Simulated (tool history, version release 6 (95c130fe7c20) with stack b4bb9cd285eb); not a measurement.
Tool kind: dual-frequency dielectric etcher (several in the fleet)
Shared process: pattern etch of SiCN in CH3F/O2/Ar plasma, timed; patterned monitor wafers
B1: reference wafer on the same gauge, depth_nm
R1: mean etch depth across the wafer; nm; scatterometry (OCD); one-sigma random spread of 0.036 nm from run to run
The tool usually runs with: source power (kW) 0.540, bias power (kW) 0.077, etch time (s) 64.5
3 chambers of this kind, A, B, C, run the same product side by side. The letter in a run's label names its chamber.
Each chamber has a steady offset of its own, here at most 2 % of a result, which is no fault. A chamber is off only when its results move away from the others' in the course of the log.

run 1B hour=10.3 | source_power_(kW)=0.540 bias_power_(kW)=0.077 etch_time_(s)=64.5 | B1=22.306 | R1=27.921
-- hour=16.3 chamber A: wet clean of the chamber
run 2A hour=17.1 | source_power_(kW)=0.540 bias_power_(kW)=0.077 etch_time_(s)=64.5 | B1=22.310 | R1=27.915
run 3C hour=25.9 | source_power_(kW)=0.540 bias_power_(kW)=0.077 etch_time_(s)=64.5 | B1=22.314 | R1=27.282
run 4A hour=35.8 | source_power_(kW)=0.540 bias_power_(kW)=0.077 etch_time_(s)=64.5 | B1=22.316 | R1=27.989
run 5C hour=46.0 | source_power_(kW)=0.540 bias_power_(kW)=0.077 etch_time_(s)=64.5 | B1=22.323 | R1=27.339
run 6B hour=57.9 | source_power_(kW)=0.540 bias_power_(kW)=0.077 etch_time_(s)=64.5 | B1=22.334 | R1=27.963
run 7C hour=69.4 | source_power_(kW)=0.540 bias_power_(kW)=0.077 etch_time_(s)=64.5 | B1=22.325 | R1=27.347
-- hour=71.4 chamber B: wet clean of the chamber
run 8A hour=76.0 | source_power_(kW)=0.540 bias_power_(kW)=0.077 etch_time_(s)=64.5 | B1=22.337 | R1=27.942
run 9B hour=86.1 | source_power_(kW)=0.540 bias_power_(kW)=0.077 etch_time_(s)=64.5 | B1=22.343 | R1=27.915
run 10C hour=95.6 | source_power_(kW)=0.540 bias_power_(kW)=0.077 etch_time_(s)=64.5 | B1=22.339 | R1=27.407
run 11A hour=102.6 | source_power_(kW)=0.540 bias_power_(kW)=0.077 etch_time_(s)=64.5 | B1=22.352 | R1=28.008
run 12B hour=109.3 | source_power_(kW)=0.540 bias_power_(kW)=0.077 etch_time_(s)=64.5 | B1=22.353 | R1=27.932
run 13C hour=115.6 | source_power_(kW)=0.540 bias_power_(kW)=0.077 etch_time_(s)=64.5 | B1=22.356 | R1=27.331
run 14A hour=122.1 | source_power_(kW)=0.640 bias_power_(kW)=0.077 etch_time_(s)=64.5 | B1=22.361 | R1=29.854
run 15B hour=132.3 | source_power_(kW)=0.640 bias_power_(kW)=0.077 etch_time_(s)=64.5 | B1=22.370 | R1=29.777
run 16B hour=139.5 | source_power_(kW)=0.640 bias_power_(kW)=0.077 etch_time_(s)=64.5 | B1=22.360 | R1=29.824
run 17C hour=150.0 | source_power_(kW)=0.540 bias_power_(kW)=0.077 etch_time_(s)=64.5 | B1=22.374 | R1=27.322
run 18A hour=158.4 | source_power_(kW)=0.540 bias_power_(kW)=0.077 etch_time_(s)=64.5 | B1=22.379 | R1=27.985
run 19C hour=167.7 | source_power_(kW)=0.540 bias_power_(kW)=0.077 etch_time_(s)=64.5 | B1=22.376 | R1=27.357
run 20A hour=176.5 | source_power_(kW)=0.540 bias_power_(kW)=0.077 etch_time_(s)=64.5 | B1=22.386 | R1=28.068
run 21B hour=182.9 | source_power_(kW)=0.540 bias_power_(kW)=0.077 etch_time_(s)=64.5 | B1=22.387 | R1=28.007
run 22A hour=188.9 | source_power_(kW)=0.540 bias_power_(kW)=0.077 etch_time_(s)=64.5 | B1=22.386 | R1=28.062
run 23C hour=194.8 | source_power_(kW)=0.440 bias_power_(kW)=0.077 etch_time_(s)=64.5 | B1=22.396 | R1=25.422
run 24B hour=202.0 | source_power_(kW)=0.440 bias_power_(kW)=0.077 etch_time_(s)=64.5 | B1=22.402 | R1=25.943
run 25C hour=210.6 | source_power_(kW)=0.440 bias_power_(kW)=0.077 etch_time_(s)=64.5 | B1=22.394 | R1=25.421
run 26B hour=216.6 | source_power_(kW)=0.540 bias_power_(kW)=0.077 etch_time_(s)=64.5 | B1=22.408 | R1=28.064
run 27A hour=222.7 | source_power_(kW)=0.630 bias_power_(kW)=0.077 etch_time_(s)=64.5 | B1=22.409 | R1=29.714
run 28C hour=234.8 | source_power_(kW)=0.630 bias_power_(kW)=0.077 etch_time_(s)=64.5 | B1=22.407 | R1=28.978
run 29A hour=241.3 | source_power_(kW)=0.630 bias_power_(kW)=0.077 etch_time_(s)=64.5 | B1=22.422 | R1=29.778

All 3 chambers run these settings next. Forecast each chamber's results:
run 30A hour=250.0 | source_power_(kW)=0.540 bias_power_(kW)=0.077 etch_time_(s)=64.5 | R1=?
run 30B hour=250.0 | source_power_(kW)=0.540 bias_power_(kW)=0.077 etch_time_(s)=64.5 | R1=?
run 30C hour=250.0 | source_power_(kW)=0.540 bias_power_(kW)=0.077 etch_time_(s)=64.5 | R1=?

run=30A R1=28.045
run=30B R1=27.953
run=30C R1=27.422
